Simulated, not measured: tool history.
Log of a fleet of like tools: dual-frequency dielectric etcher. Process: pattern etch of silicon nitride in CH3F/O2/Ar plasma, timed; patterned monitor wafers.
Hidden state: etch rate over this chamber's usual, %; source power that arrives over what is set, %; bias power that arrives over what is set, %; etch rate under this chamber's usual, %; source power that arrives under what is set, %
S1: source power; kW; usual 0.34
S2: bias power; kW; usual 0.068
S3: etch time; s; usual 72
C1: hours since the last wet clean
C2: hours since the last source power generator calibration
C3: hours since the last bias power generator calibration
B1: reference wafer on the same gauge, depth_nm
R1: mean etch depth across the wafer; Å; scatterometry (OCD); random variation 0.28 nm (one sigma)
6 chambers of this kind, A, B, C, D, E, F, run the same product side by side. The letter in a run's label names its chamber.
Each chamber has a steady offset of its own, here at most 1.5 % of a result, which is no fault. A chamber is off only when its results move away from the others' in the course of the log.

run   hour    S1     S2    S3     C1      C2      C3      B1      R1
 1B    5.2  0.34  0.068    72   95.5    72.1  2422.2  42.358  466.97
 2C     12  0.34  0.068    72  608.8    2412  3283.9  42.474   470.4
 3F   18.5  0.34  0.068    72   88.9   449.3   753.4  42.427  461.89
 4E   24.1  0.34  0.068    72  268.3  2734.6   654.4   42.39  461.66
 5D   32.2  0.34  0.068    72  263.6   981.1   535.9  42.418  463.75
 6A   39.8  0.34  0.068    72  233.8   268.3   173.5  42.455  457.33
 7B   45.2  0.34  0.068    72  135.5   112.1  2462.2  42.432  464.21
 8E   49.8  0.34  0.068    72    294  2760.3   680.1  42.318  459.45
 9A   53.6  0.34  0.068  90.5  247.6   282.1   187.3  42.362  577.81
10D   61.7  0.34  0.068  90.5  293.1  1010.6   565.4  42.401  580.32
11F   68.9  0.34  0.068  90.5  139.3   499.7   803.8  42.358  587.82
      74.6  -- chamber C: wet clean of the chamber
12C     76  0.34  0.068  90.5    1.5    2476  3347.9  42.379  587.35
13D   82.6  0.34  0.068  90.5    314  1031.5   586.3  42.434   583.4
14F     88  0.34  0.068  90.5  158.4   518.8   822.9  42.466  580.06
15E   91.8  0.34  0.068    72    336  2802.3   722.1  42.401  461.76
16A   99.4  0.34  0.068    72  293.4   327.9   233.1  42.418  462.91
17B  103.6  0.34  0.068    72  193.9   170.5  2520.6  42.361  467.63
18C  109.7  0.41  0.068    72   35.2  2509.7  3381.6   42.39  504.81
19A  115.3  0.41  0.068    72  309.3   343.8     249  42.421  488.29
20B  122.6  0.41  0.068    72  212.9   189.5  2539.6  42.416  498.38
21D  129.6  0.41  0.068    72    361  1078.5   633.3  42.409  494.23
22C  136.2  0.41  0.068    72   61.7  2536.2  3408.1  42.471     506
23F  143.8  0.41  0.068    72  214.2   574.6   878.7  42.412  500.17
24E  148.4  0.34  0.068    72  392.6  2858.9   778.7  42.387  463.38
25D  154.6  0.34  0.068    72    386  1103.5   658.3  42.438  452.79
26C  162.1  0.34  0.068    72   87.6  2562.1    3434  42.404  470.29
27A  167.6  0.34  0.068    72  361.6   396.1   301.3  42.407  459.21
28B    174  0.34  0.068    72  264.3   240.9    2591  42.463   468.3
29F  181.2  0.34  0.068    72  251.6     612   916.1  42.408  466.83
30E  188.8  0.34  0.068    72    433  2899.3   819.1   42.42   461.3
31F  196.8  0.34  0.068    72  267.2   627.6   931.7  42.411  461.99
32E  201.9  0.34  0.068    72  446.1  2912.4   832.2  42.389  464.64
33A  206.2  0.34  0.068    72  400.2   434.7   339.9  42.413  458.11
34D  213.2  0.34  0.068    72  444.6  1162.1   716.9  42.347  444.64
35C    218  0.34  0.068    72  143.5    2618  3489.9  42.418  469.63
36B  224.8  0.34  0.068    72  315.1   291.7  2641.8  42.382  461.97

Next, every chamber runs the same settings. What will each give?
37A  230.7  0.34  0.052  72                   ?
37B  230.7  0.34  0.052  72                   ?
37C  230.7  0.34  0.052  72                   ?
37D  230.7  0.34  0.052  72                   ?
37E  230.7  0.34  0.052  72                   ?
37F  230.7  0.34  0.052  72                   ?

run      R1
37A  418.45
37B  420.75
37C   428.3
37D  407.49
37E  423.88
37F  424.75
